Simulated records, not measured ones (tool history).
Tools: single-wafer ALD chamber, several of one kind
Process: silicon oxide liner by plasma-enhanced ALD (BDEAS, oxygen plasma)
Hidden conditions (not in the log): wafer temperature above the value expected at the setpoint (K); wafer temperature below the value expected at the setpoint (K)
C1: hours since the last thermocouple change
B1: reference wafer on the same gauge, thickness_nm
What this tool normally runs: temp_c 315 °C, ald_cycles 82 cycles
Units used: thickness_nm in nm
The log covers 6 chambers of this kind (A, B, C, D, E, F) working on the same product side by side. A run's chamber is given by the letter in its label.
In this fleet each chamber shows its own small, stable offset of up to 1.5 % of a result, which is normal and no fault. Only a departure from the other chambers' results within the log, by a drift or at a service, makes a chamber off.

run 1F hour=5.3 | temp_c=315 ald_cycles=82 | C1=3073.2 | B1=8.6219 | thickness_nm=7.4432
run 2E hour=9.0 | temp_c=315 ald_cycles=82 | C1=257.5 | B1=8.6250 | thickness_nm=7.4232
run 3B hour=16.0 | temp_c=315 ald_cycles=82 | C1=1567.1 | B1=8.6142 | thickness_nm=7.5055
run 4A hour=21.9 | temp_c=315 ald_cycles=82 | C1=482.2 | B1=8.6247 | thickness_nm=7.3475
run 5C hour=25.3 | temp_c=315 ald_cycles=82 | C1=743.7 | B1=8.6146 | thickness_nm=7.3561
-- hour=28.2 chamber B: thermocouple changed; heater temperature recalibrated
run 6D hour=29.1 | temp_c=315 ald_cycles=82 | C1=1696.7 | B1=8.6200 | thickness_nm=7.5317
run 7A hour=33.2 | temp_c=315 ald_cycles=82 | C1=493.5 | B1=8.6178 | thickness_nm=7.4412
run 8D hour=39.0 | temp_c=315 ald_cycles=82 | C1=1706.6 | B1=8.6337 | thickness_nm=7.4698
run 9F hour=43.9 | temp_c=315 ald_cycles=82 | C1=3111.8 | B1=8.6302 | thickness_nm=7.4748
run 10E hour=48.4 | temp_c=315 ald_cycles=82 | C1=296.9 | B1=8.6177 | thickness_nm=7.4686
run 11C hour=54.5 | temp_c=315 ald_cycles=82 | C1=772.9 | B1=8.6215 | thickness_nm=7.3456
run 12B hour=57.7 | temp_c=315 ald_cycles=82 | C1=29.5 | B1=8.6218 | thickness_nm=7.5354
run 13A hour=64.5 | temp_c=325 ald_cycles=94 | C1=524.8 | B1=8.6137 | thickness_nm=8.3977
run 14D hour=71.4 | temp_c=325 ald_cycles=94 | C1=1739.0 | B1=8.6220 | thickness_nm=8.5225
run 15F hour=75.7 | temp_c=325 ald_cycles=94 | C1=3143.6 | B1=8.6153 | thickness_nm=8.4366
run 16C hour=80.4 | temp_c=325 ald_cycles=94 | C1=798.8 | B1=8.6147 | thickness_nm=8.3084
run 17E hour=87.2 | temp_c=325 ald_cycles=94 | C1=335.7 | B1=8.6194 | thickness_nm=8.4127
run 18B hour=92.6 | temp_c=325 ald_cycles=94 | C1=64.4 | B1=8.6084 | thickness_nm=8.4878
run 19A hour=96.6 | temp_c=303 ald_cycles=66 | C1=556.9 | B1=8.6316 | thickness_nm=6.0436
run 20B hour=100.0 | temp_c=303 ald_cycles=66 | C1=71.8 | B1=8.6126 | thickness_nm=6.1683
run 21D hour=105.0 | temp_c=303 ald_cycles=66 | C1=1772.6 | B1=8.6179 | thickness_nm=6.1626
run 22F hour=109.3 | temp_c=303 ald_cycles=66 | C1=3177.2 | B1=8.6235 | thickness_nm=6.1440
run 23E hour=113.7 | temp_c=303 ald_cycles=66 | C1=362.2 | B1=8.6167 | thickness_nm=6.0737
run 24C hour=118.7 | temp_c=303 ald_cycles=66 | C1=837.1 | B1=8.6149 | thickness_nm=6.0468
run 25C hour=124.5 | temp_c=315 ald_cycles=82 | C1=842.9 | B1=8.6229 | thickness_nm=7.3879
run 26D hour=130.2 | temp_c=315 ald_cycles=82 | C1=1797.8 | B1=8.6138 | thickness_nm=7.4641
run 27B hour=133.4 | temp_c=315 ald_cycles=82 | C1=105.2 | B1=8.6159 | thickness_nm=7.5105
run 28E hour=137.2 | temp_c=315 ald_cycles=82 | C1=385.7 | B1=8.6320 | thickness_nm=7.4302
run 29A hour=140.5 | temp_c=315 ald_cycles=82 | C1=600.8 | B1=8.6228 | thickness_nm=7.4529
run 30F hour=145.8 | temp_c=315 ald_cycles=82 | C1=3213.7 | B1=8.6169 | thickness_nm=7.5082
run 31D hour=150.4 | temp_c=315 ald_cycles=82 | C1=1818.0 | B1=8.6257 | thickness_nm=7.5052
-- hour=154.7 chamber F: thermocouple changed; heater temperature recalibrated
run 32E hour=157.6 | temp_c=315 ald_cycles=82 | C1=406.1 | B1=8.6228 | thickness_nm=7.4602
run 33C hour=161.7 | temp_c=315 ald_cycles=82 | C1=880.1 | B1=8.6273 | thickness_nm=7.3669
run 34F hour=168.2 | temp_c=315 ald_cycles=82 | C1=13.5 | B1=8.6143 | thickness_nm=7.5079
run 35A hour=174.5 | temp_c=315 ald_cycles=82 | C1=634.8 | B1=8.6285 | thickness_nm=7.4382
run 36B hour=181.3 | temp_c=315 ald_cycles=82 | C1=153.1 | B1=8.6215 | thickness_nm=7.5153

Predict what each chamber gives when all 6 of them run the settings below next.
run 37A hour=186.4 | temp_c=310 ald_cycles=82 | thickness_nm=?
run 37B hour=186.4 | temp_c=310 ald_cycles=82 | thickness_nm=?
run 37C hour=186.4 | temp_c=310 ald_cycles=82 | thickness_nm=?
run 37D hour=186.4 | temp_c=310 ald_cycles=82 | thickness_nm=?
run 37E hour=186.4 | temp_c=310 ald_cycles=82 | thickness_nm=?
run 37F hour=186.4 | temp_c=310 ald_cycles=82 | thickness_nm=?

run=37A thickness_nm=7.4739
run=37B thickness_nm=7.5731
run=37C thickness_nm=7.4774
run=37D thickness_nm=7.5854
run=37E thickness_nm=7.4859
run=37F thickness_nm=7.5708
